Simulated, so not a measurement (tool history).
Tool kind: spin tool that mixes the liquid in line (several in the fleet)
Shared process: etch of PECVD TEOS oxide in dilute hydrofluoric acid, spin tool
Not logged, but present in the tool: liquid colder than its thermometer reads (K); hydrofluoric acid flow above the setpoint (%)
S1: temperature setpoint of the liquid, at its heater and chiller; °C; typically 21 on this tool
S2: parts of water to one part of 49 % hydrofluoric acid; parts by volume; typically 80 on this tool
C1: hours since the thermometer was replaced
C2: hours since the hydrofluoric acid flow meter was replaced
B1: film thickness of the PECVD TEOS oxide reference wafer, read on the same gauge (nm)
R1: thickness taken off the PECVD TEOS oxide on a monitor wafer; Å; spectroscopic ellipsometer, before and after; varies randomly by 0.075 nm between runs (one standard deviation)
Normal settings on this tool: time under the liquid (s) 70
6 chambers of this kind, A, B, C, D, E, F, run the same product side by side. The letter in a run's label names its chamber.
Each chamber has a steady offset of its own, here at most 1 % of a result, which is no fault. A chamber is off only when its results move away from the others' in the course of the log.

Run 1F, hour 9.9: usual settings; C1 459.8; C2 882.7; B1 130.00. Result: R1 129.31 Å.
Run 2A, hour 16.2: usual settings; C1 952.7; C2 742.6; B1 129.99. Result: R1 127.40 Å.
Run 3C, hour 25.7: usual settings; C1 63.0; C2 230.3; B1 130.00. Result: R1 125.81 Å.
At hour 36.2: chamber F: hydrofluoric acid flow meter replaced.
Run 4D, hour 37.1: usual settings; C1 1282.4; C2 799.5; B1 130.01. Result: R1 128.38 Å.
Run 5B, hour 45.8: usual settings; C1 1658.8; C2 46.0; B1 129.99. Result: R1 126.73 Å.
Run 6E, hour 53.6: usual settings; C1 1126.6; C2 1038.3; B1 129.99. Result: R1 129.76 Å.
Run 7C, hour 59.2: usual settings; C1 96.5; C2 263.8; B1 130.00. Result: R1 126.05 Å.
Run 8D, hour 70.8: usual settings; C1 1316.1; C2 833.2; B1 130.02. Result: R1 127.31 Å.
Run 9A, hour 80.5: usual settings; C1 1017.0; C2 806.9; B1 129.98. Result: R1 128.67 Å.
Run 10B, hour 87.4: usual settings; C1 1700.4; C2 87.6; B1 129.99. Result: R1 128.01 Å.
Run 11E, hour 96.7: usual settings but S1 17 °C; C1 1169.7; C2 1081.4; B1 129.99. Result: R1 107.43 Å.
Run 12F, hour 102.5: usual settings but S1 17 °C; C1 552.4; C2 66.3; B1 130.00. Result: R1 109.37 Å.
Run 13C, hour 111.4: usual settings but S1 17 °C; C1 148.7; C2 316.0; B1 130.01. Result: R1 107.69 Å.
Run 14D, hour 121.6: usual settings but S1 17 °C; C1 1366.9; C2 884.0; B1 129.99. Result: R1 107.78 Å.
Run 15F, hour 134.3: usual settings but S1 17 °C; C1 584.2; C2 98.1; B1 129.99. Result: R1 107.31 Å.
Run 16B, hour 145.8: usual settings but S1 17 °C; C1 1758.8; C2 146.0; B1 129.98. Result: R1 107.31 Å.
Run 17E, hour 158.3: usual settings; C1 1231.3; C2 1143.0; B1 130.02. Result: R1 129.14 Å.
Run 18A, hour 164.3: usual settings; C1 1100.8; C2 890.7; B1 130.00. Result: R1 128.39 Å.
Run 19B, hour 175.0: usual settings; C1 1788.0; C2 175.2; B1 130.02. Result: R1 126.70 Å.
Run 20A, hour 183.1: usual settings; C1 1119.6; C2 909.5; B1 130.00. Result: R1 127.68 Å.
Run 21D, hour 189.3: usual settings but S2 100 parts by volume, time under the liquid (s) 90; C1 1434.6; C2 951.7; B1 130.00. Result: R1 128.35 Å.
Run 22E, hour 200.9: usual settings but S2 100 parts by volume, time under the liquid (s) 90; C1 1273.9; C2 1185.6; B1 130.02. Result: R1 127.49 Å.
Run 23F, hour 213.7: usual settings but S2 100 parts by volume, time under the liquid (s) 90; C1 663.6; C2 177.5; B1 130.03. Result: R1 128.91 Å.
Run 24C, hour 224.1: usual settings but S2 100 parts by volume, time under the liquid (s) 90; C1 261.4; C2 428.7; B1 130.00. Result: R1 127.87 Å.
Run 25A, hour 231.9: usual settings but S2 100 parts by volume, time under the liquid (s) 90; C1 1168.4; C2 958.3; B1 130.01. Result: R1 127.41 Å.
Run 26D, hour 242.6: usual settings but S2 100 parts by volume, time under the liquid (s) 90; C1 1487.9; C2 1005.0; B1 129.97. Result: R1 129.01 Å.
Run 27E, hour 248.7: usual settings; C1 1321.7; C2 1233.4; B1 129.98. Result: R1 129.02 Å.
Run 28F, hour 258.2: usual settings; C1 708.1; C2 222.0; B1 130.02. Result: R1 128.90 Å.
Run 29C, hour 265.6: usual settings; C1 302.9; C2 470.2; B1 130.04. Result: R1 126.99 Å.
Run 30B, hour 272.6: usual settings; C1 1885.6; C2 272.8; B1 129.99. Result: R1 127.61 Å.
Run 31B, hour 283.2: usual settings; C1 1896.2; C2 283.4; B1 130.00. Result: R1 128.94 Å.
Run 32A, hour 291.5: usual settings; C1 1228.0; C2 1017.9; B1 130.01. Result: R1 127.94 Å.
Run 33F, hour 297.5: usual settings; C1 747.4; C2 261.3; B1 130.00. Result: R1 128.75 Å.
Run 34E, hour 304.0: usual settings; C1 1377.0; C2 1288.7; B1 130.00. Result: R1 127.66 Å.
Run 35D, hour 315.5: usual settings but S1 17 °C; C1 1560.8; C2 1077.9; B1 130.03. Result: R1 108.32 Å.
Run 36C, hour 323.0: usual settings but S1 17 °C; C1 360.3; C2 527.6; B1 129.98. Result: R1 106.77 Å.
Run 37E, hour 329.9: usual settings but S1 17 °C; C1 1402.9; C2 1314.6; B1 129.99. Result: R1 108.32 Å.
Run 38B, hour 335.5: usual settings but S1 17 °C; C1 1948.5; C2 335.7; B1 130.02. Result: R1 106.98 Å.
Run 39A, hour 344.1: usual settings but S1 17 °C; C1 1280.6; C2 1070.5; B1 130.01. Result: R1 108.48 Å.

Which is it: a chamber that has drifted or been left off by a service, a gauge drift common to all chambers, or only each chamber's usual small offset? If a chamber is off, name it and its likeliest cause.

The fleet is healthy, with each chamber sitting at its usual small offset and no drift in the gauge.
